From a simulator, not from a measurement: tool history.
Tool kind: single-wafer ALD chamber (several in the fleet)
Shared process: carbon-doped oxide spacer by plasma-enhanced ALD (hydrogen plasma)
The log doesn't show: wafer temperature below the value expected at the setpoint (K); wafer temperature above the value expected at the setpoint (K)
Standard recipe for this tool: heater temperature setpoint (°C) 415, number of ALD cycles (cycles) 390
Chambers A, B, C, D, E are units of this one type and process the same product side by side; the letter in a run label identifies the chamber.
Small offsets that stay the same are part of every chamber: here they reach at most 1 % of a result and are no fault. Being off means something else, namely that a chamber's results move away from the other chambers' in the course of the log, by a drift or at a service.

run	hour	heater temperature setpoint (°C)	number of ALD cycles (cycles)	hours since the last thermocouple change	read-back reference wafer on the same gauge, thickness_nm	mean film thickness on the monitor wafer (angstrom)
# hour 6: chamber B: thermocouple changed; heater temperature recalibrated
1A	10	415	390	2943.8	22.011	187.44
2D	21.1	415	390	495.8	21.999	187
3B	29.9	415	390	23.9	22.01	185.85
4E	43	415	390	460.5	22.007	188.13
5C	54.7	415	390	926.9	22.013	186.45
6D	66.8	415	390	541.5	21.998	187.51
7B	78.4	415	390	72.4	22.002	186.87
8C	84.7	415	390	956.9	21.994	186.83
# hour 93.1: chamber A: thermocouple changed; heater temperature recalibrated
9A	97.3	415	390	4.2	21.993	187.29
10E	107.1	415	390	524.6	21.998	186.79
11D	116.9	415	390	591.6	22.008	185.91
12A	127.9	415	390	34.8	21.993	187.58
13B	136.6	415	390	130.6	21.993	186.13
14C	147.1	415	390	1019.3	21.992	187.27
15E	160.1	415	390	577.6	22.005	188.24
16B	168.9	415	449	162.9	21.996	213
17E	176.8	415	449	594.3	22.004	217.02
18D	185.7	415	449	660.4	21.999	214.83
19C	193.8	415	449	1066	22.008	214.72
20A	206.2	415	449	113.1	21.996	215.05
21E	217.8	415	390	635.3	22.003	188.31
22B	225.7	415	390	219.7	22.006	185.39
23C	234.5	415	430	1106.7	22.011	205.31
24D	244.4	415	430	719.1	21.988	205.71
25A	251.5	415	430	158.4	22	205.7
26A	261.6	415	430	168.5	21.998	206.91
27D	268.6	415	430	743.3	22	206.55
28E	279.9	415	390	697.4	22.009	187.16
29C	287.6	415	390	1159.8	22.002	185.39
30B	299.9	415	433	293.9	22.009	206.08
31E	312.3	415	433	729.8	21.991	208.22
32B	323.5	415	433	317.5	21.994	206.89
33D	333.1	415	433	807.8	22.007	207.31
34C	342	415	433	1214.2	22.011	207.97
35A	349.1	415	390	256	21.99	187.44
36E	357.6	415	390	775.1	22.021	186.84
37A	363.6	415	390	270.5	21.993	186.95

For the next run the whole fleet of 5 chambers uses the same settings. Give each chamber's results:
38A	373.2	415	390			?
38B	373.2	415	390			?
38C	373.2	415	390			?
38D	373.2	415	390			?
38E	373.2	415	390			?

run	mean film thickness on the monitor wafer (angstrom)
38A	187.1
38B	185.89
38C	186.2
38D	187.73
38E	187.51
